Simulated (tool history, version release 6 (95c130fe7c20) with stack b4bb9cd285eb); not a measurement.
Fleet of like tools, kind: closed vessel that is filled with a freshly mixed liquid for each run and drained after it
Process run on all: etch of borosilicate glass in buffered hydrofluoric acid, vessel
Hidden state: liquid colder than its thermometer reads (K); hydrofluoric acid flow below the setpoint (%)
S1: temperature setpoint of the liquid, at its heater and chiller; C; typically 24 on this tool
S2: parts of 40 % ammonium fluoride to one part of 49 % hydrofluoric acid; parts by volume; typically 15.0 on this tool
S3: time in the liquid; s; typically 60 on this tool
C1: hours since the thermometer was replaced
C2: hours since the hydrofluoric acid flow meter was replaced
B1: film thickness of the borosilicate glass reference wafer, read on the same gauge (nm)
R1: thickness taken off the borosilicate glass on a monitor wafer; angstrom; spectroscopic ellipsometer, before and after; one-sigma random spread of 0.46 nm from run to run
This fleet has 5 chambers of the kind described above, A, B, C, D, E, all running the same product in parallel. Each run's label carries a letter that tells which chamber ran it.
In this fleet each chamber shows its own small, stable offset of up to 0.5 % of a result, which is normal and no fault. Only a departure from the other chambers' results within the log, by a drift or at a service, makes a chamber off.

run	day	S1	S2	S3	C1	C2	B1	R1
1B	0.142	24	15.0	60	495.4	278.5	90.018	498.78
2D	0.304	24	15.0	60	152.9	397.0	89.997	505.90
3A	0.429	24	15.0	60	1598.9	318.2	90.016	501.69
4C	0.617	24	15.0	60	1438.4	1080.7	90.000	510.68
# day 0.629: chamber E: thermometer replaced
5E	0.796	24	12.0	75	4.1	153.8	90.029	791.34
6E	0.900	24	12.0	75	6.6	156.3	90.000	775.97
7D	1.125	24	12.0	75	172.6	416.7	90.035	773.34
8A	1.308	24	12.0	75	1620.0	339.3	90.008	791.72
9C	1.512	24	12.0	75	1459.9	1102.2	89.989	802.54
10B	1.712	24	15.0	60	533.1	316.2	90.041	495.49
11E	1.850	24	15.0	60	29.4	179.1	89.979	507.18
12D	1.971	24	15.0	60	192.9	437.0	89.992	500.84
13B	2.121	24	15.0	60	542.9	326.0	90.007	494.82
14A	2.221	24	15.0	60	1641.9	361.2	89.979	498.43
15C	2.412	24	15.0	60	1481.5	1123.8	90.000	501.73
# day 2.492: chamber C: hydrofluoric acid flow meter replaced
16B	2.617	24	15.0	60	554.8	337.9	89.994	490.63
17D	2.729	24	15.0	60	211.1	455.2	89.989	501.79
18A	2.925	24	15.0	60	1658.8	378.1	89.982	504.87
19C	3.042	24	18.0	40	1496.6	13.3	89.959	276.68
20E	3.175	24	18.0	40	61.2	210.9	89.996	282.58
21B	3.279	24	18.0	40	570.7	353.8	89.993	274.65
22D	3.446	24	18.0	40	228.3	472.4	90.011	273.67
23A	3.650	24	18.0	40	1676.2	395.5	89.995	281.56
24E	3.788	24	11.5	90	75.9	225.6	90.017	955.31
25C	3.967	24	11.5	90	1518.8	35.5	89.999	979.09
26D	4.108	24	11.5	90	244.2	488.3	90.013	983.61
27A	4.221	24	11.5	90	1689.9	409.2	90.023	969.83
28B	4.450	24	11.5	90	598.8	381.9	90.034	950.20
29E	4.658	24	15.0	60	96.8	246.5	90.017	503.81
30C	4.846	24	15.0	60	1539.9	56.6	89.980	500.60
31A	5.004	28	15.0	60	1708.7	428.0	89.979	626.87

Each of the 5 chambers runs these same settings next. Fill in every chamber's results:
32A	5.167	24	15.0	75				?
32B	5.167	24	15.0	75				?
32C	5.167	24	15.0	75				?
32D	5.167	24	15.0	75				?
32E	5.167	24	15.0	75				?

run	R1
32A	626.04
32B	588.57
32C	621.57
32D	624.98
32E	624.06

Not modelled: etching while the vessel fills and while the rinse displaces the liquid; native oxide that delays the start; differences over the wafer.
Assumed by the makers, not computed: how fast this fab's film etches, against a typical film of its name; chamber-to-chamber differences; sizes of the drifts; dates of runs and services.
